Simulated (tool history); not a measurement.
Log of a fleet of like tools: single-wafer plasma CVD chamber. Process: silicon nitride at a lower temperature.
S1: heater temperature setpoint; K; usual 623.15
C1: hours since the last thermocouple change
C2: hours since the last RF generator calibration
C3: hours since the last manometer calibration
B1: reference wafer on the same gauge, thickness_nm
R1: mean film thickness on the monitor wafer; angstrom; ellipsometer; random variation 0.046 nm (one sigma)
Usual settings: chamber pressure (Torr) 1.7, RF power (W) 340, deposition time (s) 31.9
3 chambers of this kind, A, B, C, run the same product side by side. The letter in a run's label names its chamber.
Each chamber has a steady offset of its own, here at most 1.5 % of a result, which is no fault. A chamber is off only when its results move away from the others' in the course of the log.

run 1C hour=15.5 | S1=623.15 chamber_pressure_(Torr)=1.7 RF_power_(W)=340 deposition_time_(s)=31.9 | C1=1037.6 C2=1233.7 C3=636.2 | B1=38.701 | R1=417.6
run 2B hour=28.6 | S1=623.15 chamber_pressure_(Torr)=1.7 RF_power_(W)=340 deposition_time_(s)=31.9 | C1=113.9 C2=979.4 C3=441.7 | B1=38.683 | R1=412.21
run 3A hour=40.4 | S1=623.15 chamber_pressure_(Torr)=1.7 RF_power_(W)=340 deposition_time_(s)=31.9 | C1=741.8 C2=560.6 C3=1215.7 | B1=38.696 | R1=412.99
run 4A hour=47.7 | S1=623.15 chamber_pressure_(Torr)=1.7 RF_power_(W)=340 deposition_time_(s)=31.9 | C1=749.1 C2=567.9 C3=1223 | B1=38.681 | R1=412.86
run 5C hour=60.1 | S1=623.15 chamber_pressure_(Torr)=1.7 RF_power_(W)=400 deposition_time_(s)=35.6 | C1=1082.2 C2=1278.3 C3=680.8 | B1=38.676 | R1=515.96
run 6B hour=70.4 | S1=623.15 chamber_pressure_(Torr)=1.7 RF_power_(W)=400 deposition_time_(s)=35.6 | C1=155.7 C2=1021.2 C3=483.5 | B1=38.684 | R1=510.09
run 7B hour=83.3 | S1=623.15 chamber_pressure_(Torr)=1.7 RF_power_(W)=400 deposition_time_(s)=35.6 | C1=168.6 C2=1034.1 C3=496.4 | B1=38.678 | R1=509.63
run 8C hour=94.3 | S1=623.15 chamber_pressure_(Torr)=1.7 RF_power_(W)=340 deposition_time_(s)=31.9 | C1=1116.4 C2=1312.5 C3=715 | B1=38.661 | R1=417.66
run 9A hour=105.1 | S1=616.15 chamber_pressure_(Torr)=1.7 RF_power_(W)=340 deposition_time_(s)=35 | C1=806.5 C2=625.3 C3=1280.4 | B1=38.657 | R1=453.57
run 10C hour=115 | S1=616.15 chamber_pressure_(Torr)=1.7 RF_power_(W)=340 deposition_time_(s)=35 | C1=1137.1 C2=1333.2 C3=735.7 | B1=38.649 | R1=459.07
run 11A hour=126.6 | S1=616.15 chamber_pressure_(Torr)=1.7 RF_power_(W)=340 deposition_time_(s)=35 | C1=828 C2=646.8 C3=1301.9 | B1=38.654 | R1=454.42
run 12B hour=134.2 | S1=623.15 chamber_pressure_(Torr)=1.7 RF_power_(W)=340 deposition_time_(s)=31.9 | C1=219.5 C2=1085 C3=547.3 | B1=38.657 | R1=412.4
run 13A hour=146.9 | S1=623.15 chamber_pressure_(Torr)=1.7 RF_power_(W)=340 deposition_time_(s)=31.9 | C1=848.3 C2=667.1 C3=1322.2 | B1=38.64 | R1=413.82
run 14B hour=157.2 | S1=617.15 chamber_pressure_(Torr)=1.7 RF_power_(W)=340 deposition_time_(s)=26.5 | C1=242.5 C2=1108 C3=570.3 | B1=38.63 | R1=343.55
run 15C hour=167.2 | S1=617.15 chamber_pressure_(Torr)=1.7 RF_power_(W)=340 deposition_time_(s)=26.5 | C1=1189.3 C2=1385.4 C3=787.9 | B1=38.648 | R1=348.29
run 16C hour=179.3 | S1=617.15 chamber_pressure_(Torr)=1.7 RF_power_(W)=340 deposition_time_(s)=26.5 | C1=1201.4 C2=1397.5 C3=800 | B1=38.634 | R1=347.04
run 17A hour=191.7 | S1=623.15 chamber_pressure_(Torr)=1.7 RF_power_(W)=340 deposition_time_(s)=31.9 | C1=893.1 C2=711.9 C3=1367 | B1=38.621 | R1=411.9
run 18B hour=206.4 | S1=623.15 chamber_pressure_(Torr)=1.7 RF_power_(W)=340 deposition_time_(s)=31.9 | C1=291.7 C2=1157.2 C3=619.5 | B1=38.621 | R1=411.4
run 19B hour=215.9 | S1=623.15 chamber_pressure_(Torr)=1.7 RF_power_(W)=290 deposition_time_(s)=28.7 | C1=301.2 C2=1166.7 C3=629 | B1=38.614 | R1=333.64
run 20A hour=225.3 | S1=623.15 chamber_pressure_(Torr)=1.7 RF_power_(W)=290 deposition_time_(s)=28.7 | C1=926.7 C2=745.5 C3=1400.6 | B1=38.61 | R1=334.12
run 21C hour=237 | S1=623.15 chamber_pressure_(Torr)=1.7 RF_power_(W)=290 deposition_time_(s)=28.7 | C1=1259.1 C2=1455.2 C3=857.7 | B1=38.607 | R1=338.43
run 22C hour=253.1 | S1=623.15 chamber_pressure_(Torr)=1.7 RF_power_(W)=370 deposition_time_(s)=29.3 | C1=1275.2 C2=1471.3 C3=873.8 | B1=38.6 | R1=403.82
run 23A hour=261.3 | S1=623.15 chamber_pressure_(Torr)=1.7 RF_power_(W)=370 deposition_time_(s)=29.3 | C1=962.7 C2=781.5 C3=1436.6 | B1=38.603 | R1=400.06
run 24B hour=277.8 | S1=623.15 chamber_pressure_(Torr)=1.7 RF_power_(W)=370 deposition_time_(s)=29.3 | C1=363.1 C2=1228.6 C3=690.9 | B1=38.596 | R1=399.39
run 25A hour=284.9 | S1=623.15 chamber_pressure_(Torr)=1.7 RF_power_(W)=340 deposition_time_(s)=31.9 | C1=986.3 C2=805.1 C3=1460.2 | B1=38.581 | R1=412
run 26B hour=300.3 | S1=623.15 chamber_pressure_(Torr)=1.7 RF_power_(W)=340 deposition_time_(s)=31.9 | C1=385.6 C2=1251.1 C3=713.4 | B1=38.587 | R1=410.63
run 27C hour=314.5 | S1=623.15 chamber_pressure_(Torr)=1.7 RF_power_(W)=340 deposition_time_(s)=31.9 | C1=1336.6 C2=1532.7 C3=935.2 | B1=38.592 | R1=417.04
run 28B hour=325 | S1=623.15 chamber_pressure_(Torr)=1.7 RF_power_(W)=340 deposition_time_(s)=31.9 | C1=410.3 C2=1275.8 C3=738.1 | B1=38.564 | R1=411.62
run 29A hour=337.1 | S1=623.15 chamber_pressure_(Torr)=1.7 RF_power_(W)=340 deposition_time_(s)=31.9 | C1=1038.5 C2=857.3 C3=1512.4 | B1=38.565 | R1=411.25
-- hour=341.2 chamber A: thermocouple changed; heater temperature recalibrated
run 30C hour=348.9 | S1=623.15 chamber_pressure_(Torr)=1.7 RF_power_(W)=340 deposition_time_(s)=31.9 | C1=1371 C2=1567.1 C3=969.6 | B1=38.557 | R1=416.64
-- hour=349 chamber A: RF generator calibrated
run 31B hour=364 | S1=623.15 chamber_pressure_(Torr)=1.7 RF_power_(W)=340 deposition_time_(s)=31.9 | C1=449.3 C2=1314.8 C3=777.1 | B1=38.567 | R1=411.33
run 32A hour=379.3 | S1=623.15 chamber_pressure_(Torr)=1.7 RF_power_(W)=340 deposition_time_(s)=31.9 | C1=38.2 C2=30.4 C3=1554.6 | B1=38.548 | R1=411.56
run 33C hour=393.8 | S1=623.15 chamber_pressure_(Torr)=1.7 RF_power_(W)=340 deposition_time_(s)=31.9 | C1=1415.9 C2=1612 C3=1014.5 | B1=38.547 | R1=416.54
run 34A hour=404.5 | S1=623.15 chamber_pressure_(Torr)=1.7 RF_power_(W)=340 deposition_time_(s)=31.9 | C1=63.4 C2=55.6 C3=1579.8 | B1=38.542 | R1=412.71
-- hour=408.5 chamber C: capacitance manometer re-zeroed and calibrated
run 35B hour=419 | S1=623.15 chamber_pressure_(Torr)=1.7 RF_power_(W)=340 deposition_time_(s)=31.9 | C1=504.3 C2=1369.8 C3=832.1 | B1=38.536 | R1=411.26
run 36C hour=426.2 | S1=623.15 chamber_pressure_(Torr)=1.7 RF_power_(W)=340 deposition_time_(s)=31.9 | C1=1448.3 C2=1644.4 C3=17.8 | B1=38.542 | R1=416.7
run 37B hour=436.4 | S1=623.15 chamber_pressure_(Torr)=1.7 RF_power_(W)=340 deposition_time_(s)=31.9 | C1=521.7 C2=1387.2 C3=849.5 | B1=38.542 | R1=410.59
run 38C hour=452.4 | S1=623.15 chamber_pressure_(Torr)=1.7 RF_power_(W)=340 deposition_time_(s)=31.9 | C1=1474.5 C2=1670.6 C3=44 | B1=38.538 | R1=416.52

What goes on in this fleet: one chamber off, a drifting gauge, or nothing beyond the chambers' own small offsets? Name the chamber and the cause, if any.

The gauge drifts, so all chambers seem to drift together. No chamber is off.
Cause: gauge reads low (%) = 0.458.
